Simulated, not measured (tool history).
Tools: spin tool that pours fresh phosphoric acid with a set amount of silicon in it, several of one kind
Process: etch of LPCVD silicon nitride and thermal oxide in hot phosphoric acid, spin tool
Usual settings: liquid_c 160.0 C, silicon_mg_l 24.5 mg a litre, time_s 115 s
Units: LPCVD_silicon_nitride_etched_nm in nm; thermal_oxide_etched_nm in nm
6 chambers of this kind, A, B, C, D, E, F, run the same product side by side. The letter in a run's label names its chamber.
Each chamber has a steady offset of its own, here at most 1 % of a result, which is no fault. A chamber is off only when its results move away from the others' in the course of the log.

run	hour	liquid_c	silicon_mg_l	time_s	read-back film thickness of the LPCVD silicon nitride reference wafer, read on the same gauge (nm)	read-back film thickness of the thermal oxide reference wafer, read on the same gauge (nm)	LPCVD_silicon_nitride_etched_nm	thermal_oxide_etched_nm
# hour 7.9: chamber E: dissolved silicon flow meter replaced
1A	8.1	160.0	24.5	115	70.005	89.997	10.9840	0.216990
2E	18.5	160.0	24.5	115	70.008	90.006	10.8530	0.170350
3C	28.5	160.0	24.5	115	69.984	90.013	11.1410	0.181340
4B	38.4	160.0	24.5	115	70.007	90.032	11.1010	0.190350
5D	46.9	160.0	24.5	115	69.996	89.999	11.0350	0.162200
6F	58.0	159.0	24.5	160	70.005	89.978	14.7140	0.241660
7A	67.9	159.0	24.5	160	70.010	89.991	14.8700	0.268570
8F	78.7	159.0	24.5	160	70.022	89.969	14.7870	0.204830
# hour 82.4: chamber D: thermometer replaced
9E	86.1	159.0	24.5	160	70.003	89.999	14.7880	0.235870
10D	95.3	159.0	24.5	160	69.984	90.030	14.9010	0.222740
11B	103.0	159.0	24.5	160	70.032	89.990	14.8560	0.209620
12C	108.4	160.0	24.5	115	70.001	89.976	10.9480	0.183340
13C	117.6	160.0	24.5	115	69.981	89.997	11.0590	0.123310
14E	124.2	157.5	24.5	90	69.989	90.014	7.7779	0.101480
15F	132.7	157.5	24.5	90	69.990	90.004	7.8510	0.123860
16B	142.4	157.5	24.5	90	69.992	89.979	7.9673	0.103750
17D	153.3	157.5	24.5	90	70.005	90.016	7.9501	0.114110
18A	164.1	157.5	24.5	90	70.007	90.024	7.9825	0.096053
19E	173.3	157.5	24.5	90	69.991	90.003	7.8889	0.114020
20D	180.8	160.0	24.5	115	69.994	90.004	11.1730	0.162820
21F	191.1	160.0	17.0	115	70.006	90.004	10.9660	0.132540
22A	197.0	160.0	17.0	115	70.025	89.995	11.0800	0.207350
23B	205.3	160.0	17.0	115	69.984	90.000	11.1000	0.230450
# hour 210.2: chamber D: dissolved silicon flow meter replaced
24C	215.0	160.0	17.0	115	69.987	90.018	11.0900	0.190970
25C	220.3	160.0	17.0	115	70.003	89.978	11.1100	0.174270
26D	228.5	160.0	17.0	115	69.994	89.993	10.9960	0.142010
27F	238.8	160.0	24.5	115	69.992	90.003	11.0160	0.156330
28A	248.6	160.0	24.5	115	69.991	89.994	10.9230	0.176080
29B	258.3	160.0	24.5	165	70.000	89.992	16.0000	0.272240
30E	264.6	160.0	24.5	165	69.995	90.004	15.6910	0.281440
31D	273.4	160.0	24.5	165	70.008	90.030	15.9110	0.247300
32E	281.3	160.0	24.5	165	69.990	90.003	15.7290	0.270850
33F	293.0	160.0	24.5	165	69.987	90.000	15.8380	0.239220
34A	303.0	160.0	24.5	165	70.001	90.020	15.8800	0.230250
35C	308.5	160.0	24.5	115	69.997	89.991	11.1240	0.151730
36B	314.7	160.0	24.5	115	70.033	90.010	11.2150	0.147520
37C	320.0	159.0	24.5	115	69.985	90.042	10.7020	0.155110
38A	330.2	159.0	24.5	115	69.995	90.007	10.7810	0.173680

Next, every chamber runs the same settings. What will each give?
39A	338.6	160.0	24.5	90			?	?
39B	338.6	160.0	24.5	90			?	?
39C	338.6	160.0	24.5	90			?	?
39D	338.6	160.0	24.5	90			?	?
39E	338.6	160.0	24.5	90			?	?
39F	338.6	160.0	24.5	90			?	?

run	LPCVD_silicon_nitride_etched_nm	thermal_oxide_etched_nm
39A	8.6093	0.149340
39B	8.6630	0.138350
39C	8.6304	0.118620
39D	8.7176	0.108910
39E	8.5874	0.142990
39F	8.4976	0.087761

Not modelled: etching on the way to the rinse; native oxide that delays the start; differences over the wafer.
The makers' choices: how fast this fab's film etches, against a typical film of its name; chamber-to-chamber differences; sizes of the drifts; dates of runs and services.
